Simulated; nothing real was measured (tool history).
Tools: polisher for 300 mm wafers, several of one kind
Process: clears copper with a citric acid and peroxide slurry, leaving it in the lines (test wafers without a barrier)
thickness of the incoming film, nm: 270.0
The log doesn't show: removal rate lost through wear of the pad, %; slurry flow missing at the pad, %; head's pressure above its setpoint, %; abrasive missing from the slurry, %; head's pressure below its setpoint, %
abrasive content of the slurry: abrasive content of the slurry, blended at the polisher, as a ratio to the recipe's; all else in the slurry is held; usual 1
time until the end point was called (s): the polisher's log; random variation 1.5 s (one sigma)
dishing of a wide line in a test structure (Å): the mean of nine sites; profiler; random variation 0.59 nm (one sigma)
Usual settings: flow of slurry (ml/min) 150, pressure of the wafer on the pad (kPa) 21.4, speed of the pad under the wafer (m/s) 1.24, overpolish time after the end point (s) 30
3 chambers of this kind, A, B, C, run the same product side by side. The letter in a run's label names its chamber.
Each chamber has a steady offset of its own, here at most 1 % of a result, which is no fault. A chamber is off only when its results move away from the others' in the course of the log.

run	hour	flow of slurry (ml/min)	pressure of the wafer on the pad (kPa)	speed of the pad under the wafer (m/s)	abrasive content of the slurry	overpolish time after the end point (s)	wafers polished on this pad	hours since the slurry nozzle was cleaned	hours since the head pressure was calibrated	hours since the slurry blender was calibrated	time until the end point was called (s)	dishing of a wide line in a test structure (Å)
# hour 1.3: chamber A: slurry blender recalibrated
1B	4.7	150	21.4	1.24	1	30	945	34.6	54.0	104.6	105.97	397.12
2C	10.0	150	21.4	1.24	1	30	188	371.2	499.3	199.7	109.57	394.06
3A	14.0	150	21.4	1.24	1	30	796	175.2	346.9	12.8	108.25	403.09
4B	19.2	150	21.4	1.24	1	30	1072	49.1	68.5	119.1	105.15	403.57
5A	24.6	150	21.4	1.24	1	30	889	185.8	357.5	23.4	108.44	389.04
# hour 28.9: chamber C: slurry blender recalibrated
6C	30.2	150	21.4	1.24	1	30	365	391.4	519.5	1.4	106.61	417.68
# hour 34.3: chamber B: worn pad replaced by a new one
7A	35.7	150	21.4	1.24	1	30	987	196.9	368.6	34.5	106.09	401.82
8B	40.2	195	21.4	1.24	1	41	52	70.1	89.5	140.1	103.07	497.36
# hour 40.4: chamber C: head pressure recalibrated
9C	43.0	195	21.4	1.24	1	41	478	404.2	2.6	14.2	102.24	495.91
10C	48.1	195	21.4	1.24	1	41	523	409.3	7.7	19.3	105.61	495.48
11A	51.1	150	21.4	1.24	1	30	1122	212.3	384.0	49.9	108.56	410.42
12B	54.3	150	18.6	1.24	1	30	176	84.2	103.6	154.2	125.50	368.17
13A	58.7	150	18.6	1.24	1	30	1189	219.9	391.6	57.5	123.21	361.68
14C	63.4	150	18.6	1.24	1	30	657	424.6	23.0	34.6	126.07	381.10
15B	68.4	150	21.4	1.24	1	30	300	98.3	117.7	168.3	108.69	400.82
# hour 69.6: chamber A: worn pad replaced by a new one
16B	71.4	150	21.4	1.24	1	30	327	101.3	120.7	171.3	107.45	413.81
17A	74.1	150	21.4	1.24	1	30	40	235.3	407.0	72.9	108.33	398.14
# hour 74.4: chamber A: slurry nozzle cleaned
18C	78.1	150	21.4	1.24	1	30	786	439.3	37.7	49.3	109.13	404.12
19A	83.6	130	21.4	1.24	1	30	123	9.2	416.5	82.4	109.68	394.65
20B	86.1	130	21.4	1.24	1	30	456	116.0	135.4	186.0	111.28	401.02
21C	89.2	130	21.4	1.24	1	30	884	450.4	48.8	60.4	111.67	396.14
22C	91.7	110	21.4	1.24	1	30	906	452.9	51.3	62.9	115.24	393.24
23A	96.4	110	21.4	1.24	1	30	236	22.0	429.3	95.2	115.13	385.52
24B	100.2	110	21.4	1.24	1	30	580	130.1	149.5	200.1	115.88	393.16
25C	104.1	150	21.4	1.24	1	30	1015	465.3	63.7	75.3	106.67	400.98

Is one chamber off against the others, does the gauge drift, or is nothing wrong? If a chamber is off, say which, and what the likeliest cause is.

No chamber stands off beyond its own small offset, and the gauge holds steady.
